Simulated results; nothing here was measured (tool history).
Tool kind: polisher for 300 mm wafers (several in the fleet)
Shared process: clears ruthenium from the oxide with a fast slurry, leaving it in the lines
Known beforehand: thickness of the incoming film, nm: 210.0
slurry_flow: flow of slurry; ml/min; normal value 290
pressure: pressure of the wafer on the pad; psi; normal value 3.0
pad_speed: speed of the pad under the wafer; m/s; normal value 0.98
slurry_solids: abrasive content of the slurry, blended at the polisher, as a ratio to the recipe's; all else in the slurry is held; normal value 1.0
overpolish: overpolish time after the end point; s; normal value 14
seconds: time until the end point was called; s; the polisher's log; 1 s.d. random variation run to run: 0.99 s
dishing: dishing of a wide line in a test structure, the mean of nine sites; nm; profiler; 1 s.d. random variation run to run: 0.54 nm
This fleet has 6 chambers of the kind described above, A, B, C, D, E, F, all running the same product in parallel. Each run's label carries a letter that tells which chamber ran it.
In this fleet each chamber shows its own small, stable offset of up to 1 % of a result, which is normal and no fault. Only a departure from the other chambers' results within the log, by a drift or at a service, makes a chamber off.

run 1D hour=7.4 | slurry_flow=290 pressure=3.0 pad_speed=0.98 slurry_solids=1.0 overpolish=14 | seconds=56.192 dishing=38.621
run 2F hour=13.9 | slurry_flow=290 pressure=3.0 pad_speed=0.98 slurry_solids=1.0 overpolish=14 | seconds=54.346 dishing=37.438
run 3A hour=18.7 | slurry_flow=290 pressure=3.0 pad_speed=0.98 slurry_solids=1.0 overpolish=14 | seconds=56.002 dishing=37.885
-- hour=20.6 chamber C: worn pad replaced by a new one
-- hour=22.8 chamber F: slurry nozzle cleaned
run 4E hour=24.2 | slurry_flow=290 pressure=3.0 pad_speed=0.98 slurry_solids=1.0 overpolish=14 | seconds=56.776 dishing=39.181
-- hour=26.5 chamber F: worn pad replaced by a new one
-- hour=26.6 chamber E: slurry blender recalibrated
run 5C hour=34.4 | slurry_flow=290 pressure=3.0 pad_speed=0.98 slurry_solids=1.0 overpolish=14 | seconds=54.858 dishing=37.693
-- hour=39.0 chamber D: slurry nozzle cleaned
run 6B hour=40.0 | slurry_flow=290 pressure=3.0 pad_speed=0.98 slurry_solids=1.0 overpolish=14 | seconds=55.881 dishing=38.025
run 7F hour=46.1 | slurry_flow=290 pressure=3.0 pad_speed=0.98 slurry_solids=1.0 overpolish=14 | seconds=55.735 dishing=39.466
run 8A hour=52.4 | slurry_flow=290 pressure=2.6 pad_speed=0.98 slurry_solids=0.9 overpolish=14 | seconds=68.768 dishing=33.040
-- hour=56.6 chamber C: slurry blender recalibrated
run 9D hour=62.9 | slurry_flow=290 pressure=2.6 pad_speed=0.98 slurry_solids=0.9 overpolish=14 | seconds=65.429 dishing=33.478
-- hour=65.8 chamber A: worn pad replaced by a new one
-- hour=66.1 chamber B: worn pad replaced by a new one
-- hour=68.5 chamber E: worn pad replaced by a new one
-- hour=71.2 chamber D: worn pad replaced by a new one
run 10E hour=72.6 | slurry_flow=290 pressure=2.6 pad_speed=0.98 slurry_solids=0.9 overpolish=14 | seconds=66.733 dishing=32.576
-- hour=78.7 chamber A: slurry blender recalibrated
run 11C hour=78.9 | slurry_flow=290 pressure=2.6 pad_speed=0.98 slurry_solids=0.9 overpolish=14 | seconds=67.171 dishing=32.840
run 12B hour=84.3 | slurry_flow=290 pressure=2.6 pad_speed=0.98 slurry_solids=0.9 overpolish=14 | seconds=65.935 dishing=33.382
run 13D hour=94.4 | slurry_flow=290 pressure=2.6 pad_speed=0.98 slurry_solids=0.9 overpolish=14 | seconds=66.375 dishing=33.084
run 14A hour=100.4 | slurry_flow=290 pressure=3.3 pad_speed=0.84 slurry_solids=1.0 overpolish=14 | seconds=58.369 dishing=35.699
-- hour=103.5 chamber C: worn pad replaced by a new one
run 15F hour=108.1 | slurry_flow=290 pressure=3.3 pad_speed=0.84 slurry_solids=1.0 overpolish=14 | seconds=57.699 dishing=36.195
-- hour=108.5 chamber F: worn pad replaced by a new one
run 16E hour=114.2 | slurry_flow=290 pressure=3.3 pad_speed=0.84 slurry_solids=1.0 overpolish=14 | seconds=59.275 dishing=36.622
run 17B hour=124.7 | slurry_flow=290 pressure=3.3 pad_speed=0.84 slurry_solids=1.0 overpolish=14 | seconds=59.269 dishing=35.647
run 18C hour=129.7 | slurry_flow=290 pressure=3.3 pad_speed=0.84 slurry_solids=1.0 overpolish=14 | seconds=59.527 dishing=36.255
run 19E hour=137.3 | slurry_flow=290 pressure=3.3 pad_speed=0.84 slurry_solids=1.0 overpolish=14 | seconds=57.666 dishing=36.886
-- hour=140.8 chamber E: worn pad replaced by a new one
run 20B hour=146.8 | slurry_flow=290 pressure=3.0 pad_speed=0.98 slurry_solids=1.0 overpolish=14 | seconds=54.551 dishing=36.933
-- hour=147.9 chamber D: worn pad replaced by a new one
run 21D hour=153.2 | slurry_flow=290 pressure=3.0 pad_speed=0.98 slurry_solids=1.0 overpolish=14 | seconds=57.432 dishing=37.747
-- hour=156.0 chamber A: worn pad replaced by a new one
run 22F hour=158.3 | slurry_flow=290 pressure=3.0 pad_speed=0.98 slurry_solids=1.0 overpolish=14 | seconds=55.385 dishing=38.060
-- hour=158.7 chamber B: worn pad replaced by a new one
run 23C hour=165.6 | slurry_flow=290 pressure=3.0 pad_speed=0.98 slurry_solids=1.0 overpolish=14 | seconds=55.263 dishing=38.192
run 24A hour=171.3 | slurry_flow=290 pressure=3.0 pad_speed=0.98 slurry_solids=1.0 overpolish=14 | seconds=55.517 dishing=37.637
-- hour=177.8 chamber D: slurry blender recalibrated
-- hour=178.9 chamber C: worn pad replaced by a new one
-- hour=180.2 chamber A: head pressure recalibrated
-- hour=180.3 chamber C: slurry blender recalibrated
run 25B hour=181.0 | slurry_flow=290 pressure=3.0 pad_speed=0.98 slurry_solids=1.0 overpolish=14 | seconds=56.956 dishing=37.017
run 26D hour=186.5 | slurry_flow=290 pressure=3.0 pad_speed=0.98 slurry_solids=1.0 overpolish=14 | seconds=53.059 dishing=38.297
-- hour=190.2 chamber F: worn pad replaced by a new one
run 27C hour=191.3 | slurry_flow=290 pressure=3.0 pad_speed=0.98 slurry_solids=1.0 overpolish=14 | seconds=52.969 dishing=38.480
-- hour=192.1 chamber A: slurry nozzle cleaned
run 28E hour=201.5 | slurry_flow=290 pressure=3.0 pad_speed=0.98 slurry_solids=1.1 overpolish=14 | seconds=52.922 dishing=39.607
run 29F hour=207.4 | slurry_flow=290 pressure=3.0 pad_speed=0.98 slurry_solids=1.1 overpolish=14 | seconds=53.154 dishing=39.056
run 30A hour=216.2 | slurry_flow=290 pressure=3.0 pad_speed=0.98 slurry_solids=1.1 overpolish=14 | seconds=52.233 dishing=39.016
-- hour=219.4 chamber D: worn pad replaced by a new one
-- hour=222.1 chamber E: worn pad replaced by a new one
-- hour=223.8 chamber E: slurry nozzle cleaned
run 31A hour=226.5 | slurry_flow=290 pressure=3.0 pad_speed=0.98 slurry_solids=1.1 overpolish=14 | seconds=55.466 dishing=39.825
run 32F hour=236.2 | slurry_flow=290 pressure=3.0 pad_speed=0.98 slurry_solids=1.1 overpolish=14 | seconds=52.657 dishing=39.524
run 33D hour=241.2 | slurry_flow=290 pressure=3.0 pad_speed=0.98 slurry_solids=1.1 overpolish=14 | seconds=53.658 dishing=39.546
-- hour=243.1 chamber B: worn pad replaced by a new one
-- hour=244.8 chamber A: worn pad replaced by a new one
-- hour=247.0 chamber F: slurry blender recalibrated
-- hour=248.8 chamber C: worn pad replaced by a new one
run 34E hour=250.8 | slurry_flow=290 pressure=3.0 pad_speed=0.98 slurry_solids=1.0 overpolish=14 | seconds=55.283 dishing=38.521
run 35C hour=259.9 | slurry_flow=290 pressure=3.0 pad_speed=0.98 slurry_solids=1.0 overpolish=14 | seconds=55.777 dishing=37.902
-- hour=262.0 chamber B: head pressure recalibrated
run 36B hour=269.0 | slurry_flow=290 pressure=3.0 pad_speed=0.98 slurry_solids=1.0 overpolish=14 | seconds=59.319 dishing=36.387
-- hour=269.6 chamber F: worn pad replaced by a new one
run 37C hour=276.5 | slurry_flow=290 pressure=3.0 pad_speed=0.98 slurry_solids=1.0 overpolish=14 | seconds=54.469 dishing=37.993
-- hour=284.1 chamber E: head pressure recalibrated
run 38A hour=285.5 | slurry_flow=290 pressure=3.0 pad_speed=0.84 slurry_solids=1.0 overpolish=14 | seconds=63.941 dishing=33.747
run 39E hour=293.2 | slurry_flow=290 pressure=3.0 pad_speed=0.84 slurry_solids=1.0 overpolish=14 | seconds=64.317 dishing=34.036
run 40F hour=299.1 | slurry_flow=290 pressure=3.0 pad_speed=0.84 slurry_solids=1.0 overpolish=14 | seconds=64.726 dishing=33.794

All 6 chambers run these settings next. Forecast each chamber's results:
run 41A hour=306.7 | slurry_flow=290 pressure=3.0 pad_speed=0.66 slurry_solids=1.0 overpolish=14 | seconds=? dishing=?
run 41B hour=306.7 | slurry_flow=290 pressure=3.0 pad_speed=0.66 slurry_solids=1.0 overpolish=14 | seconds=? dishing=?
run 41C hour=306.7 | slurry_flow=290 pressure=3.0 pad_speed=0.66 slurry_solids=1.0 overpolish=14 | seconds=? dishing=?
run 41D hour=306.7 | slurry_flow=290 pressure=3.0 pad_speed=0.66 slurry_solids=1.0 overpolish=14 | seconds=? dishing=?
run 41E hour=306.7 | slurry_flow=290 pressure=3.0 pad_speed=0.66 slurry_solids=1.0 overpolish=14 | seconds=? dishing=?
run 41F hour=306.7 | slurry_flow=290 pressure=3.0 pad_speed=0.66 slurry_solids=1.0 overpolish=14 | seconds=? dishing=?

run=41A seconds=85.963 dishing=27.186
run=41B seconds=96.448 dishing=25.046
run=41C seconds=82.425 dishing=28.158
run=41D seconds=83.401 dishing=27.596
run=41E seconds=80.285 dishing=27.761
run=41F seconds=82.834 dishing=27.761
